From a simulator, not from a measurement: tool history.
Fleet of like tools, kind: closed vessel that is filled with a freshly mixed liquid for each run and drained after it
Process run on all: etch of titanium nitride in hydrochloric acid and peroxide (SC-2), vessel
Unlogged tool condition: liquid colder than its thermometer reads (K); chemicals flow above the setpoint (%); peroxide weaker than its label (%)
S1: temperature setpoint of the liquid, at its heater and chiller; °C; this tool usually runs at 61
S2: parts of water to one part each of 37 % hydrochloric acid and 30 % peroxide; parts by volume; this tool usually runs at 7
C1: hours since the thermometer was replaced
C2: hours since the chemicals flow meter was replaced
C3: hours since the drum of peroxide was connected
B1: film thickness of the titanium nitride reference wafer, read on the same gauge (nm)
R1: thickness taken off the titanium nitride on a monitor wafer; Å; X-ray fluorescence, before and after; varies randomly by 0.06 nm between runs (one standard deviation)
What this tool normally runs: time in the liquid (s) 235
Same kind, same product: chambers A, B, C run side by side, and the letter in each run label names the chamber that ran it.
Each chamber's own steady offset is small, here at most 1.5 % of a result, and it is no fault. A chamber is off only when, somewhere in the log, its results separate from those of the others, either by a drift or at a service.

run 1C hour=12.4 | S1=61 S2=7 time_in_the_liquid_(s)=235 | C1=585.2 C2=762.8 C3=788.4 | B1=130.01 | R1=88.985
run 2A hour=20.7 | S1=61 S2=7 time_in_the_liquid_(s)=235 | C1=589 C2=1051 C3=291.2 | B1=130 | R1=86.944
run 3B hour=28.9 | S1=61 S2=7 time_in_the_liquid_(s)=235 | C1=160.1 C2=215.5 C3=668.2 | B1=129.98 | R1=88.367
run 4C hour=43.1 | S1=61 S2=7 time_in_the_liquid_(s)=235 | C1=615.9 C2=793.5 C3=819.1 | B1=130.02 | R1=90.009
run 5A hour=57.7 | S1=61 S2=7 time_in_the_liquid_(s)=235 | C1=626 C2=1088 C3=328.2 | B1=130.01 | R1=86.542
run 6B hour=66.3 | S1=61 S2=7 time_in_the_liquid_(s)=235 | C1=197.5 C2=252.9 C3=705.6 | B1=130.02 | R1=87.177
run 7C hour=80.6 | S1=61 S2=7 time_in_the_liquid_(s)=235 | C1=653.4 C2=831 C3=856.6 | B1=130.01 | R1=89.232
run 8B hour=91 | S1=61 S2=7 time_in_the_liquid_(s)=235 | C1=222.2 C2=277.6 C3=730.3 | B1=129.99 | R1=87.327
run 9A hour=100 | S1=61 S2=7 time_in_the_liquid_(s)=235 | C1=668.3 C2=1130.3 C3=370.5 | B1=130.02 | R1=87.72
run 10C hour=111.8 | S1=61 S2=7 time_in_the_liquid_(s)=235 | C1=684.6 C2=862.2 C3=887.8 | B1=130 | R1=90.446
run 11A hour=119.5 | S1=61 S2=7 time_in_the_liquid_(s)=235 | C1=687.8 C2=1149.8 C3=390 | B1=130.01 | R1=86.806
run 12B hour=134 | S1=61 S2=7 time_in_the_liquid_(s)=235 | C1=265.2 C2=320.6 C3=773.3 | B1=130 | R1=85.683
run 13B hour=145.5 | S1=61 S2=7 time_in_the_liquid_(s)=235 | C1=276.7 C2=332.1 C3=784.8 | B1=130 | R1=84.899
run 14A hour=159.7 | S1=61 S2=7 time_in_the_liquid_(s)=235 | C1=728 C2=1190 C3=430.2 | B1=130 | R1=87.294
run 15C hour=168.3 | S1=61 S2=7 time_in_the_liquid_(s)=235 | C1=741.1 C2=918.7 C3=944.3 | B1=130 | R1=89.24
run 16A hour=182.5 | S1=61 S2=7 time_in_the_liquid_(s)=235 | C1=750.8 C2=1212.8 C3=453 | B1=130.03 | R1=87.882
run 17C hour=195.9 | S1=61 S2=7 time_in_the_liquid_(s)=235 | C1=768.7 C2=946.3 C3=971.9 | B1=130.01 | R1=88.7
run 18B hour=208.9 | S1=61 S2=7 time_in_the_liquid_(s)=235 | C1=340.1 C2=395.5 C3=848.2 | B1=130.03 | R1=85.065
run 19A hour=216.5 | S1=61 S2=7 time_in_the_liquid_(s)=235 | C1=784.8 C2=1246.8 C3=487 | B1=129.96 | R1=87.125
run 20C hour=224.9 | S1=61 S2=7 time_in_the_liquid_(s)=235 | C1=797.7 C2=975.3 C3=1000.9 | B1=129.98 | R1=88.905
-- hour=229.8 chamber A: thermometer replaced
run 21B hour=234.6 | S1=61 S2=7 time_in_the_liquid_(s)=235 | C1=365.8 C2=421.2 C3=873.9 | B1=130 | R1=82.738
run 22C hour=246 | S1=61 S2=9 time_in_the_liquid_(s)=235 | C1=818.8 C2=996.4 C3=1022 | B1=129.99 | R1=72.294
run 23A hour=260.4 | S1=61 S2=9 time_in_the_liquid_(s)=235 | C1=30.7 C2=1290.7 C3=530.9 | B1=130.04 | R1=71.884
run 24B hour=274.9 | S1=61 S2=9 time_in_the_liquid_(s)=235 | C1=406.1 C2=461.5 C3=914.2 | B1=129.97 | R1=67.688

Next, all 3 chambers run the settings below, one line each with question marks for the results. What does each chamber give?
run 25A hour=285.7 | S1=61 S2=5 time_in_the_liquid_(s)=235 | R1=?
run 25B hour=285.7 | S1=61 S2=5 time_in_the_liquid_(s)=235 | R1=?
run 25C hour=285.7 | S1=61 S2=5 time_in_the_liquid_(s)=235 | R1=?

run=25A R1=112.53
run=25B R1=107.05
run=25C R1=115.07

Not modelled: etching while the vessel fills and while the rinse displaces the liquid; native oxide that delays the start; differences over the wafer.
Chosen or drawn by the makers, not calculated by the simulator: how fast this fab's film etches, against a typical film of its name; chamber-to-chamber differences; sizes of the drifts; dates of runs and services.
